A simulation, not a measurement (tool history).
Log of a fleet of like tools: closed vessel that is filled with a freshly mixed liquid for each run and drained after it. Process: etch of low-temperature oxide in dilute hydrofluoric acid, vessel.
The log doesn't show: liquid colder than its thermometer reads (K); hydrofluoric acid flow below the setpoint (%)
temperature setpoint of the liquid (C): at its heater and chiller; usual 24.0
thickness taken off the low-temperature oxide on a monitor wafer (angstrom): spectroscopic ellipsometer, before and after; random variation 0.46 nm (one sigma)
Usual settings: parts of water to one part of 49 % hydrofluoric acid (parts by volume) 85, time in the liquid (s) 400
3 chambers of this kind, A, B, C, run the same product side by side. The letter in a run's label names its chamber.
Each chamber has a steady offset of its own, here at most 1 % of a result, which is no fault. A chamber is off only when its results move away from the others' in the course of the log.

run     day  temperature setpoint of the liquid (C)  parts of water to one part of 49 % hydrofluoric acid (parts by volume)  time in the liquid (s)  hours since the thermometer was replaced  hours since the hydrofluoric acid flow meter was replaced  read-back film thickness of the low-temperature oxide reference wafer, read on the same gauge (nm)  thickness taken off the low-temperature oxide on a monitor wafer (angstrom)
 1C   0.304                                    24.0                                                                      85                     400                                    1359.6                                                      268.3                                                                                              110.01                                                                       513.90
 2B   0.721                                    24.0                                                                      85                     400                                     207.9                                                      431.4                                                                                              110.03                                                                       509.18
 3A   1.108                                    24.0                                                                      85                     400                                     211.5                                                     1018.9                                                                                              110.00                                                                       512.36
 4B   1.321                                    24.0                                                                      85                     400                                     222.3                                                      445.8                                                                                              109.98                                                                       510.57
 5C   1.708                                    24.0                                                                      85                     400                                    1393.3                                                      302.0                                                                                              109.99                                                                       512.01
 6A   2.117                                    24.0                                                                      85                     400                                     235.7                                                     1043.1                                                                                              110.00                                                                       509.67
 7C   2.496                                    24.0                                                                      85                     400                                    1412.2                                                      320.9                                                                                              109.99                                                                       514.55
 8A   2.904                                    24.0                                                                      85                     400                                     254.6                                                     1062.0                                                                                              110.00                                                                       505.45
 9B   3.229                                    24.0                                                                      85                     400                                     268.1                                                      491.6                                                                                              110.01                                                                       505.91
10B   3.417                                    24.0                                                                      85                     400                                     272.6                                                      496.1                                                                                              110.03                                                                       513.85
11C   3.783                                    24.0                                                                      85                     400                                    1443.1                                                      351.8                                                                                              109.99                                                                       515.04
12A   3.988                                    24.0                                                                      85                     400                                     280.6                                                     1088.0                                                                                              110.01                                                                       508.11
13A   4.304                                    24.0                                                                      85                     400                                     288.2                                                     1095.6                                                                                              110.01                                                                       497.31
      4.417  -- chamber C: thermometer replaced
14B   4.712                                    24.0                                                                      85                     400                                     303.7                                                      527.2                                                                                              110.05                                                                       511.18
15C   5.062                                    24.0                                                                      85                     400                                      15.5                                                      382.5                                                                                              110.02                                                                       502.14
16B   5.400                                    24.0                                                                      85                     400                                     320.2                                                      543.7                                                                                              110.01                                                                       512.09
17A   5.650                                    24.0                                                                      85                     400                                     320.5                                                     1127.9                                                                                              110.01                                                                       508.93
18C   5.892                                    24.0                                                                      85                     400                                      35.4                                                      402.4                                                                                              109.99                                                                       499.17
19A   6.304                                    24.0                                                                      85                     400                                     336.2                                                     1143.6                                                                                              110.01                                                                       497.02
20B   6.488                                    24.0                                                                      85                     400                                     346.3                                                      569.8                                                                                              110.00                                                                       516.28
21C   6.721                                    24.0                                                                      85                     400                                      55.3                                                      422.3                                                                                              110.03                                                                       492.33
22A   6.967                                    24.0                                                                      85                     400                                     352.1                                                     1159.5                                                                                              110.02                                                                       507.07
23B   7.200                                    24.0                                                                      85                     400                                     363.4                                                      586.9                                                                                              109.98                                                                       497.47
24C   7.404                                    24.0                                                                      85                     400                                      71.7                                                      438.7                                                                                              110.00                                                                       487.12
25A   7.812                                    24.0                                                                      85                     400                                     372.4                                                     1179.8                                                                                              109.99                                                                       498.09
26B   8.067                                    24.0                                                                      85                     400                                     384.2                                                      607.7                                                                                              109.98                                                                       507.13
27C   8.450                                    24.0                                                                      85                     400                                      96.8                                                      463.8                                                                                              109.99                                                                       488.36
28C   8.742                                    24.0                                                                      85                     400                                     103.8                                                      470.8                                                                                              110.02                                                                       481.26
29B   9.100                                    24.0                                                                      85                     400                                     409.0                                                      632.5                                                                                              109.97                                                                       509.43
30A   9.454                                    24.0                                                                      85                     400                                     411.8                                                     1219.2                                                                                              109.99                                                                       504.54
31B   9.650                                    24.0                                                                      85                     610                                     422.2                                                      645.7                                                                                              110.00                                                                       762.12
32A   9.942                                    24.0                                                                      85                     610                                     423.5                                                     1230.9                                                                                              110.00                                                                       772.43
33C  10.138                                    24.0                                                                      85                     610                                     137.3                                                      504.3                                                                                              110.01                                                                       723.07
34C  10.508                                    26.5                                                                     110                     400                                     146.2                                                      513.2                                                                                              110.02                                                                       393.67
35A  10.904                                    26.5                                                                     110                     400                                     446.6                                                     1254.0                                                                                              109.99                                                                       421.49
36B  11.238                                    26.5                                                                     110                     400                                     460.3                                                      683.8                                                                                              110.00                                                                       416.88
37B  11.575                                    24.0                                                                      85                     400                                     468.4                                                      691.9                                                                                              109.98                                                                       508.82
38C  11.792                                    24.0                                                                      85                     400                                     177.0                                                      544.0                                                                                              110.00                                                                       468.20
39A  12.092                                    24.0                                                                      85                     400                                     475.1                                                     1282.5                                                                                              109.98                                                                       501.49
40C  12.500                                    24.0                                                                      85                     400                                     194.0                                                      561.0                                                                                              110.00                                                                       464.58

All 3 chambers run these settings next. Forecast each chamber's results:
41A  12.800                                    24.0                                                                      85                     400                                                                                                                                                                                                                                                                                     ?
41B  12.800                                    24.0                                                                      85                     400                                                                                                                                                                                                                                                                                     ?
41C  12.800                                    24.0                                                                      85                     400                                                                                                                                                                                                                                                                                     ?

run  thickness taken off the low-temperature oxide on a monitor wafer (angstrom)
41A                                                                       505.48
41B                                                                       506.52
41C                                                                       461.80
